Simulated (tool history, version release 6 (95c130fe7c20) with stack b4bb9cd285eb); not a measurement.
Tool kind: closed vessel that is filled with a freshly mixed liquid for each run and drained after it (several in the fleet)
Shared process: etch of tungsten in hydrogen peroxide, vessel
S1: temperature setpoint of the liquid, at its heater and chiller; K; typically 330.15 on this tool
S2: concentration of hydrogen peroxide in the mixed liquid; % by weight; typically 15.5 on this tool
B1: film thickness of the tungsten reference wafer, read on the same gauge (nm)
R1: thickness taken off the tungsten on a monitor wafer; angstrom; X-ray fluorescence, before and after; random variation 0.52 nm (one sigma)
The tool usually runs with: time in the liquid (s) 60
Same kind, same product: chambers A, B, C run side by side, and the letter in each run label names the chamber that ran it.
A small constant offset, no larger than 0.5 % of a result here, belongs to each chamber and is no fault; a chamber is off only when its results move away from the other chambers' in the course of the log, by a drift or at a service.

{"run": "1A", "hour": 4.3, "S1": 330.15, "S2": 15.5, "time in the liquid (s)": 60, "B1": 39.993, "R1": 679.57}
{"run": "2C", "hour": 8.1, "S1": 330.15, "S2": 15.5, "time in the liquid (s)": 60, "B1": 39.98, "R1": 676.59}
{"run": "3B", "hour": 11.3, "S1": 330.15, "S2": 15.5, "time in the liquid (s)": 60, "B1": 39.998, "R1": 673.75}
{"hour": 11.7, "done": "chamber A: new drum of peroxide connected"}
{"run": "4A", "hour": 15.6, "S1": 330.15, "S2": 15.5, "time in the liquid (s)": 60, "B1": 40.008, "R1": 675.25}
{"run": "5C", "hour": 20.3, "S1": 330.15, "S2": 15.5, "time in the liquid (s)": 60, "B1": 39.998, "R1": 684.52}
{"hour": 21.4, "done": "chamber B: thermometer replaced"}
{"run": "6B", "hour": 23.8, "S1": 330.15, "S2": 15.5, "time in the liquid (s)": 60, "B1": 40.018, "R1": 680.63}
{"run": "7B", "hour": 26.2, "S1": 330.15, "S2": 15.5, "time in the liquid (s)": 60, "B1": 39.991, "R1": 678.48}
{"run": "8C", "hour": 29.0, "S1": 330.15, "S2": 15.5, "time in the liquid (s)": 60, "B1": 39.977, "R1": 679.08}
{"run": "9A", "hour": 32.2, "S1": 330.15, "S2": 15.5, "time in the liquid (s)": 60, "B1": 40.001, "R1": 677.65}
{"run": "10B", "hour": 36.1, "S1": 330.15, "S2": 15.5, "time in the liquid (s)": 60, "B1": 40.02, "R1": 679.56}
{"run": "11A", "hour": 38.6, "S1": 330.15, "S2": 15.5, "time in the liquid (s)": 60, "B1": 39.987, "R1": 685.53}
{"run": "12C", "hour": 42.7, "S1": 330.15, "S2": 15.5, "time in the liquid (s)": 45, "B1": 40.023, "R1": 512.15}
{"run": "13B", "hour": 45.0, "S1": 330.15, "S2": 15.5, "time in the liquid (s)": 45, "B1": 40.006, "R1": 505.15}
{"run": "14A", "hour": 49.8, "S1": 330.15, "S2": 15.5, "time in the liquid (s)": 45, "B1": 39.968, "R1": 511.33}
{"run": "15C", "hour": 52.4, "S1": 330.15, "S2": 15.5, "time in the liquid (s)": 60, "B1": 40.034, "R1": 687.4}
{"run": "16C", "hour": 57.0, "S1": 330.15, "S2": 15.5, "time in the liquid (s)": 60, "B1": 40.037, "R1": 692.37}
{"run": "17B", "hour": 60.0, "S1": 330.15, "S2": 15.5, "time in the liquid (s)": 60, "B1": 40.04, "R1": 681.16}
{"run": "18A", "hour": 64.3, "S1": 330.15, "S2": 15.5, "time in the liquid (s)": 60, "B1": 39.981, "R1": 681.93}
{"run": "19B", "hour": 68.2, "S1": 330.15, "S2": 15.5, "time in the liquid (s)": 60, "B1": 39.964, "R1": 681.56}
{"run": "20C", "hour": 71.9, "S1": 330.15, "S2": 15.5, "time in the liquid (s)": 60, "B1": 39.986, "R1": 709.28}
{"run": "21A", "hour": 74.7, "S1": 330.15, "S2": 15.5, "time in the liquid (s)": 30, "B1": 40.032, "R1": 335.65}
{"run": "22B", "hour": 78.7, "S1": 330.15, "S2": 15.5, "time in the liquid (s)": 30, "B1": 40.013, "R1": 343.28}
{"run": "23C", "hour": 82.3, "S1": 330.15, "S2": 15.5, "time in the liquid (s)": 30, "B1": 40.019, "R1": 357.28}
{"run": "24A", "hour": 85.0, "S1": 330.15, "S2": 15.5, "time in the liquid (s)": 60, "B1": 39.985, "R1": 681.66}
{"run": "25A", "hour": 87.2, "S1": 330.15, "S2": 15.5, "time in the liquid (s)": 60, "B1": 39.999, "R1": 674.1}
{"run": "26C", "hour": 91.6, "S1": 330.15, "S2": 15.5, "time in the liquid (s)": 35, "B1": 39.985, "R1": 418.42}

Has any chamber moved away from the others, gradually or after a service, or does the common gauge drift, or do the chambers differ only by their own small steady offsets? State the chamber and the most likely cause if one applies.

It is chamber C that slowly wanders off from its peers.
Most likely cause: liquid hotter than its thermometer reads (K) = 1.12.
The log might look much the same if the cause were instead: peroxide flow above the setpoint (%).

Chamber C could run next with any of the 4 candidate recipes listed below; each alters the usual settings, and their results appear as question marks. Which one brings its results back in line with what the other chambers deliver on the usual settings?
A result is in line if it is within this distance of the other chambers' mean on the usual settings: R1 18.00 angstrom
{"run": "27C-1", "hour": 95.1, "S1": 331.15, "S2": 15.5, "time in the liquid (s)": 60, "R1": "?"}
{"run": "27C-2", "hour": 95.1, "S1": 330.65, "S2": 15.5, "time in the liquid (s)": 65, "R1": "?"}
{"run": "27C-3", "hour": 95.1, "S1": 329.15, "S2": 15.5, "time in the liquid (s)": 60, "R1": "?"}
{"run": "27C-4", "hour": 95.1, "S1": 328.15, "S2": 15.5, "time in the liquid (s)": 60, "R1": "?"}

Other chambers, usual settings, mean: R1 677.72 angstrom
run=27C-1 R1=764.91
run=27C-2 R1=805.01
run=27C-3 R1=680.52
run=27C-4 R1=641.72
Change 27C-3 lands the chamber within the allowed miss of the other chambers.
